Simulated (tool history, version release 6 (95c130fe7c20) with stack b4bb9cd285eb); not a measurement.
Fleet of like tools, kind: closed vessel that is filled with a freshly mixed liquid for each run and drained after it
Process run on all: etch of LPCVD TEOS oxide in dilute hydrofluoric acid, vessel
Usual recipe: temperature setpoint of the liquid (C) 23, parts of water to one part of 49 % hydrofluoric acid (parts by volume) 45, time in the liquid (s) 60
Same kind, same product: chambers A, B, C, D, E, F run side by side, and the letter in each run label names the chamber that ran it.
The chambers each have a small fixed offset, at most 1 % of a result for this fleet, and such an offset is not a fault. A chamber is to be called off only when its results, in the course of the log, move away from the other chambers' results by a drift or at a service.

| run | hour | temperature setpoint of the liquid (C) | parts of water to one part of 49 % hydrofluoric acid (parts by volume) | time in the liquid (s) | read-back film thickness of the LPCVD TEOS oxide reference wafer, read on the same gauge (nm) | thickness taken off the LPCVD TEOS oxide on a monitor wafer (nm) |
|---|---|---|---|---|---|---|
| 1F | 3.2 | 23 | 45 | 60 | 50.007 | 67.315 |
| 2A | 8 | 23 | 45 | 60 | 49.977 | 67.003 |
| 3D | 12.7 | 23 | 45 | 60 | 50.021 | 65.582 |
| 4E | 19 | 23 | 45 | 60 | 49.99 | 67.193 |
| 5B | 22.6 | 23 | 30 | 75 | 50.006 | 129.37 |
|  | 22.9 | chamber B: thermometer replaced |
| 6C | 28 | 23 | 30 | 75 | 50.013 | 128.06 |
| 7C | 34.9 | 23 | 30 | 75 | 49.971 | 127.71 |
| 8B | 40.4 | 23 | 30 | 75 | 50.031 | 130.03 |
| 9D | 45.6 | 23 | 30 | 75 | 49.995 | 124.18 |
| 10F | 51.4 | 23 | 30 | 75 | 49.984 | 129 |
| 11A | 55 | 23 | 45 | 60 | 49.974 | 67.35 |
| 12E | 60.6 | 23 | 45 | 60 | 49.995 | 68.31 |
| 13B | 66.4 | 23 | 45 | 60 | 49.992 | 66.617 |
| 14F | 69.5 | 23 | 45 | 60 | 49.979 | 67.004 |
| 15C | 73.4 | 23 | 45 | 60 | 49.981 | 67.191 |
| 16E | 80.1 | 23 | 45 | 60 | 50.045 | 69.336 |
| 17D | 86.9 | 23 | 45 | 60 | 49.994 | 65.833 |
| 18A | 91.1 | 23 | 45 | 60 | 49.966 | 66.199 |
| 19A | 95.3 | 23 | 45 | 60 | 49.939 | 67.356 |
| 20D | 100.2 | 23 | 45 | 60 | 49.991 | 66.062 |
| 21B | 103.5 | 23 | 45 | 60 | 49.958 | 67.498 |
| 22F | 108.4 | 23 | 45 | 60 | 49.966 | 68.165 |
| 23E | 115.3 | 23 | 45 | 60 | 49.982 | 71.347 |
| 24C | 120.2 | 23 | 45 | 60 | 50.004 | 66.096 |
| 25C | 125.9 | 23 | 45 | 60 | 49.987 | 66.52 |
| 26A | 129.4 | 23 | 45 | 60 | 50.017 | 66.785 |
| 27E | 135.5 | 23 | 45 | 60 | 50.004 | 71.396 |
| 28F | 140.1 | 26 | 45 | 60 | 50.009 | 76.261 |
| 29D | 143.6 | 26 | 45 | 60 | 49.999 | 74.986 |
| 30B | 148.2 | 26 | 45 | 60 | 50.034 | 74.975 |
| 31A | 152.7 | 26 | 45 | 60 | 50.033 | 76.259 |
| 32B | 156.5 | 26 | 45 | 60 | 49.962 | 76.64 |
| 33C | 162.4 | 26 | 45 | 60 | 49.951 | 75.595 |
| 34F | 167.1 | 23 | 45 | 60 | 49.999 | 67.837 |
| 35E | 172.8 | 23 | 45 | 60 | 50.016 | 71.716 |
| 36D | 176.3 | 23 | 45 | 60 | 50.006 | 66.725 |
| 37B | 181.9 | 23 | 45 | 60 | 50.005 | 67.553 |
| 38E | 185.3 | 23 | 45 | 60 | 49.98 | 73.538 |
| 39A | 190 | 23 | 45 | 60 | 49.964 | 66.895 |
| 40D | 195.5 | 19.5 | 45 | 60 | 49.953 | 57.823 |

Has any chamber moved away from the others, gradually or after a service, or does the common gauge drift, or do the chambers differ only by their own small steady offsets? State the chamber and the most likely cause if one applies.

Chamber E drifts away from the others.
What lies behind it: hydrofluoric acid flow above the setpoint (%) = 10.4.
From this log alone, it may not be told apart from: liquid hotter than its thermometer reads (K).

Chamber E could run next with any of the 4 candidate recipes listed below; each alters the usual settings, and their results appear as question marks. Which one brings its results back in line with what the other chambers deliver on the usual settings?
In line means no further than this from the other chambers' mean on the usual settings: thickness taken off the LPCVD TEOS oxide on a monitor wafer (nm) 1.8
| 41E-1 | 200.5 | 24.5 | 45 | 60 |  | ? |
| 41E-2 | 200.5 | 22.5 | 45 | 55 |  | ? |
| 41E-3 | 200.5 | 23.5 | 45 | 65 |  | ? |
| 41E-4 | 200.5 | 21.5 | 45 | 60 |  | ? |

On the usual settings, the other chambers give on average: thickness taken off the LPCVD TEOS oxide on a monitor wafer (nm) 66.981
| run | thickness taken off the LPCVD TEOS oxide on a monitor wafer (nm) |
|---|---|
| 41E-1 | 78.799 |
| 41E-2 | 66.462 |
| 41E-3 | 81.898 |
| 41E-4 | 69.514 |
It is 41E-2 that realigns the chamber with its peers.

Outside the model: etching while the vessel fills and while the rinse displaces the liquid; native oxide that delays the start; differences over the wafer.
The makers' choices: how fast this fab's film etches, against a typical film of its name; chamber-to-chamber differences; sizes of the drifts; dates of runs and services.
